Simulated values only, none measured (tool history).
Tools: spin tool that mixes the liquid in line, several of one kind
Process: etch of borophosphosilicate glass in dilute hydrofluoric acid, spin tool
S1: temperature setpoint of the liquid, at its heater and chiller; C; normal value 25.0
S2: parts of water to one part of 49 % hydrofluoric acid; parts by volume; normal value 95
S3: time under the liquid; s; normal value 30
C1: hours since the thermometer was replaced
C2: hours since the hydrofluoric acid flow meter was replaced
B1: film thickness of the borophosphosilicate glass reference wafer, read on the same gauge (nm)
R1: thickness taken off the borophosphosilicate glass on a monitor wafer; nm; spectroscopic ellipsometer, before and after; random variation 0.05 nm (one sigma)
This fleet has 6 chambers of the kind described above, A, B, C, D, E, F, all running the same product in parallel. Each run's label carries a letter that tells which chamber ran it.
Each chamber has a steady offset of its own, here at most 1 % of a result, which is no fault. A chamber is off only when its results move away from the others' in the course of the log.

{"run": "1D", "hour": 12.7, "S1": 25.0, "S2": 95, "S3": 30, "C1": 157.8, "C2": 1633.2, "B1": 130.02, "R1": 13.364}
{"run": "2E", "hour": 22.4, "S1": 25.0, "S2": 95, "S3": 30, "C1": 290.5, "C2": 387.3, "B1": 129.96, "R1": 13.278}
{"run": "3B", "hour": 29.3, "S1": 25.0, "S2": 95, "S3": 30, "C1": 1934.0, "C2": 494.5, "B1": 130.04, "R1": 13.443}
{"run": "4A", "hour": 40.2, "S1": 25.0, "S2": 95, "S3": 30, "C1": 140.3, "C2": 326.0, "B1": 130.02, "R1": 13.444}
{"run": "5C", "hour": 48.0, "S1": 25.0, "S2": 95, "S3": 30, "C1": 1049.1, "C2": 315.3, "B1": 129.95, "R1": 13.414}
{"hour": 51.1, "done": "chamber E: hydrofluoric acid flow meter replaced"}
{"run": "6F", "hour": 56.1, "S1": 25.0, "S2": 95, "S3": 30, "C1": 1164.8, "C2": 197.4, "B1": 130.01, "R1": 13.325}
{"hour": 68.0, "done": "chamber D: hydrofluoric acid flow meter replaced"}
{"run": "7C", "hour": 69.7, "S1": 25.0, "S2": 95, "S3": 30, "C1": 1070.8, "C2": 337.0, "B1": 129.98, "R1": 13.355}
{"run": "8D", "hour": 78.2, "S1": 25.0, "S2": 95, "S3": 15, "C1": 223.3, "C2": 10.2, "B1": 130.03, "R1": 6.6167}
{"run": "9F", "hour": 90.8, "S1": 25.0, "S2": 95, "S3": 15, "C1": 1199.5, "C2": 232.1, "B1": 129.99, "R1": 6.678}
{"hour": 93.4, "done": "chamber B: hydrofluoric acid flow meter replaced"}
{"run": "10E", "hour": 99.0, "S1": 25.0, "S2": 95, "S3": 15, "C1": 367.1, "C2": 48.0, "B1": 129.98, "R1": 6.609}
{"run": "11A", "hour": 108.9, "S1": 25.0, "S2": 95, "S3": 15, "C1": 209.0, "C2": 394.7, "B1": 130.02, "R1": 6.6803}
{"run": "12B", "hour": 117.6, "S1": 25.0, "S2": 95, "S3": 15, "C1": 2022.3, "C2": 24.3, "B1": 130.01, "R1": 6.7342}
{"run": "13C", "hour": 131.8, "S1": 25.0, "S2": 95, "S3": 15, "C1": 1132.9, "C2": 399.1, "B1": 130.02, "R1": 6.6865}
{"run": "14F", "hour": 143.3, "S1": 25.0, "S2": 95, "S3": 30, "C1": 1252.0, "C2": 284.6, "B1": 130.03, "R1": 13.345}
{"run": "15D", "hour": 150.7, "S1": 25.0, "S2": 95, "S3": 30, "C1": 295.8, "C2": 82.7, "B1": 130.01, "R1": 13.297}
{"run": "16E", "hour": 161.5, "S1": 25.0, "S2": 95, "S3": 30, "C1": 429.6, "C2": 110.5, "B1": 129.94, "R1": 13.331}
{"run": "17A", "hour": 173.1, "S1": 25.0, "S2": 95, "S3": 30, "C1": 273.2, "C2": 458.9, "B1": 129.98, "R1": 13.559}
{"run": "18B", "hour": 179.5, "S1": 25.0, "S2": 95, "S3": 30, "C1": 2084.2, "C2": 86.2, "B1": 130.03, "R1": 13.436}
{"run": "19B", "hour": 190.4, "S1": 25.0, "S2": 95, "S3": 30, "C1": 2095.1, "C2": 97.1, "B1": 130.01, "R1": 13.536}
{"run": "20E", "hour": 202.5, "S1": 25.0, "S2": 95, "S3": 30, "C1": 470.6, "C2": 151.5, "B1": 130.01, "R1": 13.24}
{"run": "21D", "hour": 216.7, "S1": 25.0, "S2": 140, "S3": 30, "C1": 361.8, "C2": 148.7, "B1": 129.97, "R1": 8.5208}
{"run": "22A", "hour": 224.1, "S1": 25.0, "S2": 140, "S3": 30, "C1": 324.2, "C2": 509.9, "B1": 130.03, "R1": 8.7024}
{"run": "23C", "hour": 236.0, "S1": 25.0, "S2": 140, "S3": 30, "C1": 1237.1, "C2": 503.3, "B1": 130.04, "R1": 8.6576}
{"run": "24F", "hour": 245.0, "S1": 25.0, "S2": 140, "S3": 30, "C1": 1353.7, "C2": 386.3, "B1": 130.02, "R1": 8.5646}
{"run": "25F", "hour": 253.7, "S1": 25.0, "S2": 140, "S3": 30, "C1": 1362.4, "C2": 395.0, "B1": 129.99, "R1": 8.5741}
{"run": "26B", "hour": 261.6, "S1": 25.0, "S2": 140, "S3": 30, "C1": 2166.3, "C2": 168.3, "B1": 130.03, "R1": 8.6044}
{"run": "27E", "hour": 273.8, "S1": 25.0, "S2": 95, "S3": 30, "C1": 541.9, "C2": 222.8, "B1": 129.98, "R1": 13.288}
{"run": "28D", "hour": 287.7, "S1": 25.0, "S2": 95, "S3": 20, "C1": 432.8, "C2": 219.7, "B1": 130.02, "R1": 8.8533}
{"run": "29C", "hour": 297.2, "S1": 25.0, "S2": 95, "S3": 20, "C1": 1298.3, "C2": 564.5, "B1": 130.03, "R1": 8.9706}
{"run": "30A", "hour": 307.1, "S1": 25.0, "S2": 95, "S3": 20, "C1": 407.2, "C2": 592.9, "B1": 129.98, "R1": 8.9725}
{"run": "31B", "hour": 320.8, "S1": 25.0, "S2": 95, "S3": 20, "C1": 2225.5, "C2": 227.5, "B1": 130.01, "R1": 8.9995}
{"hour": 328.4, "done": "chamber F: thermometer replaced"}
{"run": "32D", "hour": 329.1, "S1": 25.0, "S2": 95, "S3": 20, "C1": 474.2, "C2": 261.1, "B1": 129.99, "R1": 8.922}
{"run": "33F", "hour": 335.5, "S1": 25.0, "S2": 95, "S3": 20, "C1": 7.2, "C2": 476.8, "B1": 129.99, "R1": 8.9701}
{"run": "34C", "hour": 344.0, "S1": 25.0, "S2": 95, "S3": 30, "C1": 1345.1, "C2": 611.3, "B1": 130.04, "R1": 13.449}
{"run": "35E", "hour": 358.3, "S1": 25.0, "S2": 95, "S3": 30, "C1": 626.4, "C2": 307.3, "B1": 129.93, "R1": 13.287}
{"run": "36A", "hour": 372.6, "S1": 25.0, "S2": 95, "S3": 30, "C1": 472.7, "C2": 658.4, "B1": 130.04, "R1": 13.51}
{"run": "37C", "hour": 383.8, "S1": 25.0, "S2": 95, "S3": 30, "C1": 1384.9, "C2": 651.1, "B1": 129.98, "R1": 13.369}
{"run": "38E", "hour": 397.2, "S1": 29.5, "S2": 95, "S3": 50, "C1": 665.3, "C2": 346.2, "B1": 130.01, "R1": 26.296}
{"run": "39F", "hour": 411.4, "S1": 29.5, "S2": 95, "S3": 50, "C1": 83.1, "C2": 552.7, "B1": 130.0, "R1": 26.576}
{"run": "40D", "hour": 425.6, "S1": 29.5, "S2": 95, "S3": 50, "C1": 570.7, "C2": 357.6, "B1": 130.03, "R1": 26.464}
{"run": "41B", "hour": 436.2, "S1": 29.5, "S2": 95, "S3": 50, "C1": 2340.9, "C2": 342.9, "B1": 130.0, "R1": 26.633}
{"run": "42A", "hour": 450.2, "S1": 29.5, "S2": 95, "S3": 50, "C1": 550.3, "C2": 736.0, "B1": 130.0, "R1": 26.864}
{"run": "43F", "hour": 458.4, "S1": 29.5, "S2": 95, "S3": 50, "C1": 130.1, "C2": 599.7, "B1": 130.0, "R1": 26.478}
{"run": "44D", "hour": 470.2, "S1": 25.0, "S2": 95, "S3": 30, "C1": 615.3, "C2": 402.2, "B1": 129.95, "R1": 13.337}

For the next run the whole fleet of 6 chambers uses the same settings. Give each chamber's results:
{"run": "45A", "hour": 480.6, "S1": 25.0, "S2": 95, "S3": 40, "R1": "?"}
{"run": "45B", "hour": 480.6, "S1": 25.0, "S2": 95, "S3": 40, "R1": "?"}
{"run": "45C", "hour": 480.6, "S1": 25.0, "S2": 95, "S3": 40, "R1": "?"}
{"run": "45D", "hour": 480.6, "S1": 25.0, "S2": 95, "S3": 40, "R1": "?"}
{"run": "45E", "hour": 480.6, "S1": 25.0, "S2": 95, "S3": 40, "R1": "?"}
{"run": "45F", "hour": 480.6, "S1": 25.0, "S2": 95, "S3": 40, "R1": "?"}

run=45A R1=17.9750
run=45B R1=18.0500
run=45C R1=17.9390
run=45D R1=17.8350
run=45E R1=17.8160
run=45F R1=17.8170

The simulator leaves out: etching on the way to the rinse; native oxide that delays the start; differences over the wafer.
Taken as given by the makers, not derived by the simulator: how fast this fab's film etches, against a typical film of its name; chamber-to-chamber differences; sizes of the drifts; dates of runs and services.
